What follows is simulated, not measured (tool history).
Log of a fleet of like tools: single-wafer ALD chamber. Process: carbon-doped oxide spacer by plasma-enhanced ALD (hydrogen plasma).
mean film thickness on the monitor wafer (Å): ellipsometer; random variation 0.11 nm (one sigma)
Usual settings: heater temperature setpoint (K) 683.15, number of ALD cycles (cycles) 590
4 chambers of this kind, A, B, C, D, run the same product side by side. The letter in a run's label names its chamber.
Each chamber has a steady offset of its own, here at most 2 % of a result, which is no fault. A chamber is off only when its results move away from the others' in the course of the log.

| run | day | heater temperature setpoint (K) | number of ALD cycles (cycles) | hours since the last thermocouple change | read-back reference wafer on the same gauge, thickness_nm | mean film thickness on the monitor wafer (Å) |
|---|---|---|---|---|---|---|
| 1B | 0.579 | 683.15 | 590 | 1142.3 | 24.604 | 279.88 |
| 2D | 1.017 | 683.15 | 590 | 204.4 | 24.58 | 289.15 |
| 3A | 1.458 | 683.15 | 590 | 695.1 | 24.594 | 288.14 |
| 4C | 1.904 | 683.15 | 590 | 1121 | 24.593 | 281.28 |
| 5A | 2.462 | 683.15 | 590 | 719.2 | 24.6 | 287.25 |
| 6B | 3.033 | 683.15 | 590 | 1201.2 | 24.605 | 280.56 |
| 7C | 3.329 | 683.15 | 590 | 1155.2 | 24.595 | 283.3 |
| 8D | 3.775 | 683.15 | 590 | 270.6 | 24.611 | 287.7 |
| 9B | 4.433 | 683.15 | 590 | 1234.8 | 24.59 | 280.16 |
| 10A | 5.071 | 683.15 | 590 | 781.8 | 24.593 | 286.07 |
| 11C | 5.55 | 683.15 | 590 | 1208.5 | 24.591 | 284 |
|  | 5.929 | chamber C: thermocouple changed; heater temperature recalibrated |
| 12D | 6.004 | 683.15 | 590 | 324.1 | 24.605 | 285.97 |
| 13A | 6.542 | 683.15 | 590 | 817.1 | 24.597 | 286.05 |
| 14B | 7.142 | 683.15 | 590 | 1299.8 | 24.561 | 280.84 |
| 15C | 7.712 | 683.15 | 590 | 42.9 | 24.596 | 285.31 |
| 16D | 8.129 | 683.15 | 590 | 375.1 | 24.605 | 286.56 |
| 17C | 8.525 | 675.15 | 651 | 62.4 | 24.589 | 322.67 |
| 18B | 9.138 | 675.15 | 651 | 1347.7 | 24.594 | 319.5 |
| 19A | 9.8 | 675.15 | 651 | 895.3 | 24.632 | 324.95 |
| 20D | 10.204 | 675.15 | 651 | 424.9 | 24.601 | 326.75 |
| 21B | 10.7 | 683.15 | 590 | 1385.2 | 24.581 | 280.23 |
| 22C | 11.017 | 683.15 | 590 | 122.2 | 24.596 | 284.2 |
| 23D | 11.379 | 683.15 | 590 | 453.1 | 24.594 | 288.05 |
| 24A | 11.879 | 683.15 | 590 | 945.2 | 24.602 | 289.17 |
| 25D | 12.504 | 683.15 | 590 | 480.1 | 24.599 | 287.98 |
| 26A | 13.075 | 683.15 | 590 | 973.9 | 24.595 | 286.07 |
| 27C | 13.496 | 669.15 | 590 | 181.7 | 24.587 | 292.12 |
| 28B | 13.804 | 669.15 | 590 | 1459.7 | 24.578 | 292.54 |
| 29C | 14.354 | 669.15 | 590 | 202.3 | 24.59 | 291.79 |
| 30B | 14.692 | 669.15 | 590 | 1481 | 24.603 | 290.33 |
| 31A | 15.033 | 683.15 | 590 | 1020.9 | 24.596 | 286.78 |
| 32D | 15.475 | 683.15 | 590 | 551.4 | 24.589 | 286.43 |
| 33B | 15.892 | 683.15 | 590 | 1509.8 | 24.625 | 281.7 |
| 34D | 16.521 | 683.15 | 590 | 576.5 | 24.597 | 287.02 |
| 35C | 16.817 | 683.15 | 590 | 261.4 | 24.587 | 283.7 |
| 36A | 17.175 | 683.15 | 590 | 1072.3 | 24.609 | 287.63 |
| 37C | 17.654 | 683.15 | 590 | 281.5 | 24.636 | 283.4 |
| 38A | 18.267 | 683.15 | 590 | 1098.5 | 24.606 | 287.82 |
| 39B | 18.767 | 695.15 | 532 | 1578.8 | 24.592 | 242.46 |
| 40D | 19.162 | 695.15 | 532 | 639.9 | 24.593 | 249.81 |

Next, every chamber runs the same settings. What will each give?
| 41A | 19.646 | 683.15 | 590 |  |  | ? |
| 41B | 19.646 | 683.15 | 590 |  |  | ? |
| 41C | 19.646 | 683.15 | 590 |  |  | ? |
| 41D | 19.646 | 683.15 | 590 |  |  | ? |

| run | mean film thickness on the monitor wafer (Å) |
|---|---|
| 41A | 287.95 |
| 41B | 281.22 |
| 41C | 283.29 |
| 41D | 286.38 |
